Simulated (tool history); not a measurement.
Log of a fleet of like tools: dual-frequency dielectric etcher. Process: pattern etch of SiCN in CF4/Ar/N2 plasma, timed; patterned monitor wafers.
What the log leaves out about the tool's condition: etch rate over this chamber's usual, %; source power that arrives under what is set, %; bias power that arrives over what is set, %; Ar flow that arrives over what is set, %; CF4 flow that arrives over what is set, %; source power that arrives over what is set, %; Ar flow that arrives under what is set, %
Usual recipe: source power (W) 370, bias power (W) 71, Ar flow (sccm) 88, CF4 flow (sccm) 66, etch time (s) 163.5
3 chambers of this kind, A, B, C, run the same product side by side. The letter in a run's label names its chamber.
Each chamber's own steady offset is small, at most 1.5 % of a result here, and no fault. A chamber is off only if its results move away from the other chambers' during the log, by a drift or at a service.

run	day	source power (W)	bias power (W)	Ar flow (sccm)	CF4 flow (sccm)	etch time (s)	hours since the last wet clean	hours since the last source power generator calibration	hours since the last bias power generator calibration	hours since the last Ar flow controller change	hours since the last CF4 flow controller change	read-back reference wafer on the same gauge, depth_nm	mean etch depth across the wafer (Å)
1B	0.100	370	71	88	66	163.5	396.2	404.1	863.7	276.2	3724.5	125.95	1207.3
2C	0.188	370	71	88	66	163.5	62.3	4369.6	109.6	3031.3	1652.9	125.98	1192.5
3A	0.300	370	71	88	66	163.5	52.7	4030.3	1495.6	3745.4	326.8	126.08	1194.3
4A	0.438	370	71	88	66	163.5	56.0	4033.6	1498.9	3748.7	330.1	126.13	1189.3
5B	0.567	370	71	88	66	163.5	407.4	415.3	874.9	287.4	3735.7	126.01	1203.2
6C	0.721	370	71	88	66	163.5	75.1	4382.4	122.4	3044.1	1665.7	126.06	1192.6
7B	0.812	370	71	88	66	163.5	413.3	421.2	880.8	293.3	3741.6	126.04	1199.4
8A	0.933	370	71	70	66	209.5	67.9	4045.5	1510.8	3760.6	342.0	126.15	1578.3
9C	1.025	370	71	70	66	209.5	82.4	4389.7	129.7	3051.4	1673.0	126.02	1578.2
10B	1.217	370	71	70	66	209.5	423.0	430.9	890.5	303.0	3751.3	126.08	1587.4
# day 1.279: chamber A: source power generator calibrated
11C	1.350	370	71	88	66	163.5	90.2	4397.5	137.5	3059.2	1680.8	125.94	1192.5
12A	1.438	370	71	88	66	163.5	80.0	3.9	1522.9	3772.7	354.1	125.88	1138.7
13A	1.600	330	71	88	66	186.5	83.9	7.8	1526.8	3776.6	358.0	126.07	1183.7
14C	1.775	330	71	88	66	186.5	100.4	4407.7	147.7	3069.4	1691.0	125.97	1229.7
15B	1.950	330	71	88	66	186.5	440.6	448.5	908.1	320.6	3768.9	126.00	1240.0
16B	2.033	370	71	88	66	163.5	442.6	450.5	910.1	322.6	3770.9	125.99	1207.2
17C	2.150	370	71	88	66	163.5	109.4	4416.7	156.7	3078.4	1700.0	125.99	1191.6
18A	2.342	370	71	88	66	163.5	101.7	25.6	1544.6	3794.4	375.8	125.88	1141.9
19A	2.471	370	71	88	66	163.5	104.8	28.7	1547.7	3797.5	378.9	126.00	1147.5
20B	2.596	370	71	88	66	163.5	456.1	464.0	923.6	336.1	3784.4	126.07	1204.3
21C	2.783	370	71	88	66	163.5	124.6	4431.9	171.9	3093.6	1715.2	125.91	1194.7
22C	2.933	370	71	88	66	163.5	128.2	4435.5	175.5	3097.2	1718.8	125.97	1187.5

Which is it: a chamber that has drifted or been left off by a service, a gauge drift common to all chambers, or only each chamber's usual small offset? If a chamber is off, name it and its likeliest cause.

A service left chamber A off against the others.
Likeliest cause: source power that arrives under what is set, % = 3.87.

Here are 4 candidates for chamber A's next run, each the usual settings with a change, their results left as question marks. Which one brings its results back in line with what the others give on the usual settings?
In-line tolerance around the mean of the other chambers on the usual settings: mean etch depth across the wafer (Å) 15.0
23A-1	3.071	370	71	88	66	161.0							?
23A-2	3.071	370	70	88	66	157.0							?
23A-3	3.071	370	71	88	66	166.0							?
23A-4	3.071	370	72	88	66	170.0							?

On the usual settings, the other chambers give on average: mean etch depth across the wafer (Å) 1197.8
run	mean etch depth across the wafer (Å)
23A-1	1127.3
23A-2	1093.8
23A-3	1162.3
23A-4	1196.2
23A-4 brings the chamber back in line.

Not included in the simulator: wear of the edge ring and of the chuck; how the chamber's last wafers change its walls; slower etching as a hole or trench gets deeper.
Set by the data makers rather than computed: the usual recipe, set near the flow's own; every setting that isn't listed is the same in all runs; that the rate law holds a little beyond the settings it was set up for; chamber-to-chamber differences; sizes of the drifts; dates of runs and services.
